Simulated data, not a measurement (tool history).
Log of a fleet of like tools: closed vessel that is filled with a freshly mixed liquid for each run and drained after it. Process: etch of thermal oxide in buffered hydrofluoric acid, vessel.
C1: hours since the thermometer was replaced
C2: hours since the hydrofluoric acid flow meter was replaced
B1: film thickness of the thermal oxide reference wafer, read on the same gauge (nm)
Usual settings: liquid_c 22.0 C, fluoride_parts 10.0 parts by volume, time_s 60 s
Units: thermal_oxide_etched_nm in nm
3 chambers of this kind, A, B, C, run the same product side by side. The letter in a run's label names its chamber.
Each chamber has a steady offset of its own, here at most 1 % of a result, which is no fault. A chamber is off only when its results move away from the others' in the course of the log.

run 1C hour=8.9 | liquid_c=22.0 fluoride_parts=10.0 time_s=60 | C1=121.6 C2=1730.7 | B1=39.994 | thermal_oxide_etched_nm=62.991
-- hour=19.0 chamber B: hydrofluoric acid flow meter replaced
run 2A hour=19.6 | liquid_c=22.0 fluoride_parts=10.0 time_s=60 | C1=413.9 C2=53.1 | B1=39.954 | thermal_oxide_etched_nm=63.937
run 3B hour=26.0 | liquid_c=22.0 fluoride_parts=10.0 time_s=60 | C1=110.7 C2=7.1 | B1=39.989 | thermal_oxide_etched_nm=63.814
-- hour=33.2 chamber C: hydrofluoric acid flow meter replaced
run 4C hour=36.1 | liquid_c=22.0 fluoride_parts=10.0 time_s=60 | C1=148.8 C2=2.9 | B1=40.000 | thermal_oxide_etched_nm=63.956
run 5A hour=45.7 | liquid_c=22.0 fluoride_parts=10.0 time_s=60 | C1=440.0 C2=79.2 | B1=39.977 | thermal_oxide_etched_nm=65.675
run 6B hour=53.1 | liquid_c=22.0 fluoride_parts=10.0 time_s=60 | C1=137.8 C2=34.2 | B1=40.011 | thermal_oxide_etched_nm=64.714
run 7C hour=65.8 | liquid_c=22.0 fluoride_parts=10.0 time_s=60 | C1=178.5 C2=32.6 | B1=39.987 | thermal_oxide_etched_nm=62.953
run 8B hour=78.4 | liquid_c=22.0 fluoride_parts=10.0 time_s=60 | C1=163.1 C2=59.5 | B1=39.943 | thermal_oxide_etched_nm=64.573
run 9A hour=88.7 | liquid_c=22.0 fluoride_parts=10.0 time_s=60 | C1=483.0 C2=122.2 | B1=39.951 | thermal_oxide_etched_nm=65.773
run 10B hour=95.0 | liquid_c=17.0 fluoride_parts=10.0 time_s=70 | C1=179.7 C2=76.1 | B1=40.024 | thermal_oxide_etched_nm=56.965
run 11C hour=103.6 | liquid_c=17.0 fluoride_parts=10.0 time_s=70 | C1=216.3 C2=70.4 | B1=40.042 | thermal_oxide_etched_nm=56.509
run 12A hour=113.6 | liquid_c=17.0 fluoride_parts=10.0 time_s=70 | C1=507.9 C2=147.1 | B1=39.983 | thermal_oxide_etched_nm=58.076
run 13C hour=119.6 | liquid_c=22.0 fluoride_parts=10.0 time_s=60 | C1=232.3 C2=86.4 | B1=39.975 | thermal_oxide_etched_nm=64.709
run 14A hour=132.4 | liquid_c=22.0 fluoride_parts=10.0 time_s=75 | C1=526.7 C2=165.9 | B1=40.060 | thermal_oxide_etched_nm=82.483
run 15B hour=139.0 | liquid_c=22.0 fluoride_parts=10.0 time_s=75 | C1=223.7 C2=120.1 | B1=40.003 | thermal_oxide_etched_nm=81.916
run 16C hour=147.4 | liquid_c=22.0 fluoride_parts=10.0 time_s=75 | C1=260.1 C2=114.2 | B1=40.005 | thermal_oxide_etched_nm=79.790
run 17B hour=155.8 | liquid_c=22.0 fluoride_parts=12.5 time_s=80 | C1=240.5 C2=136.9 | B1=40.014 | thermal_oxide_etched_nm=69.731
run 18A hour=167.0 | liquid_c=22.0 fluoride_parts=12.5 time_s=80 | C1=561.3 C2=200.5 | B1=39.987 | thermal_oxide_etched_nm=71.517
run 19C hour=177.6 | liquid_c=22.0 fluoride_parts=12.5 time_s=80 | C1=290.3 C2=144.4 | B1=39.996 | thermal_oxide_etched_nm=67.899
run 20A hour=185.6 | liquid_c=22.0 fluoride_parts=10.0 time_s=60 | C1=579.9 C2=219.1 | B1=40.014 | thermal_oxide_etched_nm=66.981
run 21B hour=191.4 | liquid_c=25.5 fluoride_parts=10.0 time_s=60 | C1=276.1 C2=172.5 | B1=39.979 | thermal_oxide_etched_nm=77.040
run 22A hour=197.1 | liquid_c=25.5 fluoride_parts=10.0 time_s=60 | C1=591.4 C2=230.6 | B1=40.016 | thermal_oxide_etched_nm=80.695
run 23C hour=207.3 | liquid_c=25.5 fluoride_parts=10.0 time_s=60 | C1=320.0 C2=174.1 | B1=39.996 | thermal_oxide_etched_nm=77.475
run 24B hour=215.4 | liquid_c=22.0 fluoride_parts=10.0 time_s=60 | C1=300.1 C2=196.5 | B1=39.979 | thermal_oxide_etched_nm=64.938
run 25A hour=225.6 | liquid_c=22.0 fluoride_parts=14.0 time_s=70 | C1=619.9 C2=259.1 | B1=39.978 | thermal_oxide_etched_nm=57.284
run 26B hour=237.8 | liquid_c=22.0 fluoride_parts=14.0 time_s=70 | C1=322.5 C2=218.9 | B1=40.010 | thermal_oxide_etched_nm=54.239
run 27C hour=246.0 | liquid_c=22.0 fluoride_parts=14.0 time_s=70 | C1=358.7 C2=212.8 | B1=40.010 | thermal_oxide_etched_nm=53.798
run 28C hour=254.5 | liquid_c=18.0 fluoride_parts=11.5 time_s=60 | C1=367.2 C2=221.3 | B1=39.989 | thermal_oxide_etched_nm=43.973
run 29A hour=264.3 | liquid_c=18.0 fluoride_parts=11.5 time_s=60 | C1=658.6 C2=297.8 | B1=39.990 | thermal_oxide_etched_nm=47.300
run 30B hour=272.2 | liquid_c=18.0 fluoride_parts=11.5 time_s=60 | C1=356.9 C2=253.3 | B1=39.992 | thermal_oxide_etched_nm=44.512
run 31C hour=278.2 | liquid_c=22.0 fluoride_parts=10.0 time_s=60 | C1=390.9 C2=245.0 | B1=40.052 | thermal_oxide_etched_nm=63.548
run 32B hour=285.8 | liquid_c=22.0 fluoride_parts=10.0 time_s=60 | C1=370.5 C2=266.9 | B1=40.026 | thermal_oxide_etched_nm=64.321
run 33A hour=296.1 | liquid_c=22.0 fluoride_parts=10.0 time_s=60 | C1=690.4 C2=329.6 | B1=40.067 | thermal_oxide_etched_nm=68.328
run 34C hour=308.9 | liquid_c=22.0 fluoride_parts=10.0 time_s=60 | C1=421.6 C2=275.7 | B1=39.995 | thermal_oxide_etched_nm=64.504
run 35A hour=320.0 | liquid_c=22.0 fluoride_parts=10.0 time_s=60 | C1=714.3 C2=353.5 | B1=40.012 | thermal_oxide_etched_nm=68.272
run 36B hour=328.6 | liquid_c=22.0 fluoride_parts=13.0 time_s=60 | C1=413.3 C2=309.7 | B1=39.965 | thermal_oxide_etched_nm=50.585
run 37A hour=341.3 | liquid_c=22.0 fluoride_parts=13.0 time_s=60 | C1=735.6 C2=374.8 | B1=39.997 | thermal_oxide_etched_nm=53.390
run 38C hour=353.5 | liquid_c=22.0 fluoride_parts=13.0 time_s=60 | C1=466.2 C2=320.3 | B1=40.017 | thermal_oxide_etched_nm=49.983
run 39B hour=361.8 | liquid_c=22.0 fluoride_parts=10.0 time_s=60 | C1=446.5 C2=342.9 | B1=39.984 | thermal_oxide_etched_nm=65.001
run 40C hour=374.6 | liquid_c=22.0 fluoride_parts=10.0 time_s=60 | C1=487.3 C2=341.4 | B1=39.983 | thermal_oxide_etched_nm=63.553
run 41B hour=382.2 | liquid_c=22.0 fluoride_parts=10.0 time_s=60 | C1=466.9 C2=363.3 | B1=40.028 | thermal_oxide_etched_nm=65.162
run 42A hour=389.9 | liquid_c=22.0 fluoride_parts=10.0 time_s=60 | C1=784.2 C2=423.4 | B1=40.066 | thermal_oxide_etched_nm=69.014

Next, every chamber runs the same settings. What will each give?
run 43A hour=399.3 | liquid_c=22.0 fluoride_parts=10.0 time_s=60 | thermal_oxide_etched_nm=?
run 43B hour=399.3 | liquid_c=22.0 fluoride_parts=10.0 time_s=60 | thermal_oxide_etched_nm=?
run 43C hour=399.3 | liquid_c=22.0 fluoride_parts=10.0 time_s=60 | thermal_oxide_etched_nm=?

run=43A thermal_oxide_etched_nm=69.585
run=43B thermal_oxide_etched_nm=64.642
run=43C thermal_oxide_etched_nm=63.894
